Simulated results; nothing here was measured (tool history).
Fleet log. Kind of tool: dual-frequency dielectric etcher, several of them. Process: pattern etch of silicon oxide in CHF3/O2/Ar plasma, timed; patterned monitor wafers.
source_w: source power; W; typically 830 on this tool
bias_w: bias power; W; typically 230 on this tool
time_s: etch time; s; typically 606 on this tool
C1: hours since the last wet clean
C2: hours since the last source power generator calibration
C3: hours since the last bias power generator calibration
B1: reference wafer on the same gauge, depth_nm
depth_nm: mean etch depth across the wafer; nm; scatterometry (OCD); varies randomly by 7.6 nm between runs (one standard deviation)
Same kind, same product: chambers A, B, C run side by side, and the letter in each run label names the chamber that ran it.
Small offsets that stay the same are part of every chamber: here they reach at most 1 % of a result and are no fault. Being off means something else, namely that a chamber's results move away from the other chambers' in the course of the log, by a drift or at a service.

run 1A hour=9.7 | source_w=830 bias_w=230 time_s=606 | C1=409.8 C2=99.4 C3=3684.8 | B1=1630.7 | depth_nm=1470.7
run 2B hour=19.9 | source_w=830 bias_w=230 time_s=606 | C1=224.2 C2=927.2 C3=228.0 | B1=1630.0 | depth_nm=1493.6
run 3C hour=28.9 | source_w=830 bias_w=230 time_s=606 | C1=300.2 C2=2412.5 C3=1292.3 | B1=1631.5 | depth_nm=1456.6
run 4C hour=41.0 | source_w=830 bias_w=230 time_s=606 | C1=312.3 C2=2424.6 C3=1304.4 | B1=1629.2 | depth_nm=1473.8
run 5B hour=53.8 | source_w=830 bias_w=230 time_s=606 | C1=258.1 C2=961.1 C3=261.9 | B1=1630.5 | depth_nm=1485.7
-- hour=64.3 chamber A: wet clean of the chamber
run 6A hour=67.9 | source_w=830 bias_w=230 time_s=606 | C1=3.6 C2=157.6 C3=3743.0 | B1=1628.9 | depth_nm=1484.8
run 7B hour=75.6 | source_w=830 bias_w=230 time_s=606 | C1=279.9 C2=982.9 C3=283.7 | B1=1629.2 | depth_nm=1473.1
run 8C hour=86.4 | source_w=830 bias_w=230 time_s=606 | C1=357.7 C2=2470.0 C3=1349.8 | B1=1630.8 | depth_nm=1453.1
run 9A hour=96.0 | source_w=830 bias_w=230 time_s=606 | C1=31.7 C2=185.7 C3=3771.1 | B1=1629.0 | depth_nm=1487.9
run 10A hour=111.0 | source_w=830 bias_w=230 time_s=606 | C1=46.7 C2=200.7 C3=3786.1 | B1=1630.9 | depth_nm=1482.5
-- hour=122.7 chamber C: wet clean of the chamber
run 11B hour=125.9 | source_w=960 bias_w=183 time_s=606 | C1=330.2 C2=1033.2 C3=334.0 | B1=1630.6 | depth_nm=1460.2
run 12C hour=138.3 | source_w=960 bias_w=183 time_s=606 | C1=15.7 C2=2521.9 C3=1401.7 | B1=1629.1 | depth_nm=1433.7
run 13C hour=150.1 | source_w=960 bias_w=183 time_s=606 | C1=27.5 C2=2533.7 C3=1413.5 | B1=1629.7 | depth_nm=1438.6
run 14A hour=163.8 | source_w=630 bias_w=273 time_s=606 | C1=99.5 C2=253.5 C3=3838.9 | B1=1632.1 | depth_nm=1412.2
run 15B hour=176.7 | source_w=630 bias_w=273 time_s=606 | C1=381.0 C2=1084.0 C3=384.8 | B1=1629.9 | depth_nm=1442.4
run 16A hour=184.7 | source_w=630 bias_w=273 time_s=606 | C1=120.4 C2=274.4 C3=3859.8 | B1=1630.4 | depth_nm=1424.1
run 17B hour=191.5 | source_w=830 bias_w=230 time_s=606 | C1=395.8 C2=1098.8 C3=399.6 | B1=1627.6 | depth_nm=1504.3
run 18C hour=199.8 | source_w=830 bias_w=230 time_s=606 | C1=77.2 C2=2583.4 C3=1463.2 | B1=1629.1 | depth_nm=1465.0
run 19B hour=211.4 | source_w=830 bias_w=230 time_s=606 | C1=415.7 C2=1118.7 C3=419.5 | B1=1631.1 | depth_nm=1502.9
run 20A hour=219.8 | source_w=830 bias_w=230 time_s=606 | C1=155.5 C2=309.5 C3=3894.9 | B1=1628.9 | depth_nm=1467.9
run 21C hour=233.0 | source_w=830 bias_w=230 time_s=606 | C1=110.4 C2=2616.6 C3=1496.4 | B1=1629.1 | depth_nm=1467.2
run 22B hour=246.5 | source_w=830 bias_w=230 time_s=606 | C1=450.8 C2=1153.8 C3=454.6 | B1=1632.3 | depth_nm=1513.5
run 23C hour=257.1 | source_w=830 bias_w=230 time_s=606 | C1=134.5 C2=2640.7 C3=1520.5 | B1=1628.9 | depth_nm=1470.3
run 24A hour=267.9 | source_w=830 bias_w=230 time_s=606 | C1=203.6 C2=357.6 C3=3943.0 | B1=1628.9 | depth_nm=1473.0
run 25B hour=281.8 | source_w=830 bias_w=230 time_s=606 | C1=486.1 C2=1189.1 C3=489.9 | B1=1628.0 | depth_nm=1510.5
run 26C hour=289.2 | source_w=830 bias_w=230 time_s=606 | C1=166.6 C2=2672.8 C3=1552.6 | B1=1631.4 | depth_nm=1461.3
run 27A hour=302.2 | source_w=830 bias_w=230 time_s=606 | C1=237.9 C2=391.9 C3=3977.3 | B1=1629.3 | depth_nm=1486.3
run 28B hour=311.6 | source_w=900 bias_w=184 time_s=606 | C1=515.9 C2=1218.9 C3=519.7 | B1=1629.9 | depth_nm=1470.5
run 29C hour=321.7 | source_w=900 bias_w=184 time_s=606 | C1=199.1 C2=2705.3 C3=1585.1 | B1=1630.4 | depth_nm=1398.2
run 30A hour=329.5 | source_w=900 bias_w=184 time_s=606 | C1=265.2 C2=419.2 C3=4004.6 | B1=1629.2 | depth_nm=1414.8
-- hour=340.2 chamber C: source power generator calibrated
run 31B hour=344.6 | source_w=1000 bias_w=230 time_s=454 | C1=548.9 C2=1251.9 C3=552.7 | B1=1631.0 | depth_nm=1230.1
run 32A hour=356.6 | source_w=1000 bias_w=230 time_s=454 | C1=292.3 C2=446.3 C3=4031.7 | B1=1629.3 | depth_nm=1195.7
run 33C hour=364.8 | source_w=1000 bias_w=230 time_s=454 | C1=242.2 C2=24.6 C3=1628.2 | B1=1632.2 | depth_nm=1184.8
run 34B hour=373.2 | source_w=830 bias_w=266 time_s=606 | C1=577.5 C2=1280.5 C3=581.3 | B1=1627.6 | depth_nm=1626.6
run 35A hour=387.4 | source_w=830 bias_w=266 time_s=606 | C1=323.1 C2=477.1 C3=4062.5 | B1=1628.8 | depth_nm=1559.1
run 36C hour=394.5 | source_w=830 bias_w=266 time_s=606 | C1=271.9 C2=54.3 C3=1657.9 | B1=1627.9 | depth_nm=1537.4
run 37C hour=403.9 | source_w=830 bias_w=230 time_s=606 | C1=281.3 C2=63.7 C3=1667.3 | B1=1631.1 | depth_nm=1470.8
run 38A hour=414.4 | source_w=830 bias_w=230 time_s=606 | C1=350.1 C2=504.1 C3=4089.5 | B1=1630.5 | depth_nm=1470.2

What goes on in this fleet: one chamber off, a drifting gauge, or nothing beyond the chambers' own small offsets? Name the chamber and the cause, if any.

Chamber B drifts away from the others.
Likeliest cause: etch rate over this chamber's usual, % = 4.98.

Below are 4 candidate recipes for chamber B's next run, each the usual settings with a change, their results shown as question marks. Which of them brings B's results back in line with what the other chambers give on the usual settings?
A result is in line if it is within this distance of the other chambers' mean on the usual settings: depth_nm 27.0 nm
run 39B-1 hour=425.2 | source_w=830 bias_w=231 time_s=617.5 | depth_nm=?
run 39B-2 hour=425.2 | source_w=830 bias_w=215 time_s=606.0 | depth_nm=?
run 39B-3 hour=425.2 | source_w=830 bias_w=230 time_s=572.5 | depth_nm=?
run 39B-4 hour=425.2 | source_w=840 bias_w=233 time_s=634.0 | depth_nm=?

What the other chambers average on the usual settings: depth_nm 1474.0 nm
run=39B-1 depth_nm=1591.7
run=39B-2 depth_nm=1524.2
run=39B-3 depth_nm=1473.5
run=39B-4 depth_nm=1646.5
39B-3 is the one that brings the chamber's results back in line with the other chambers.
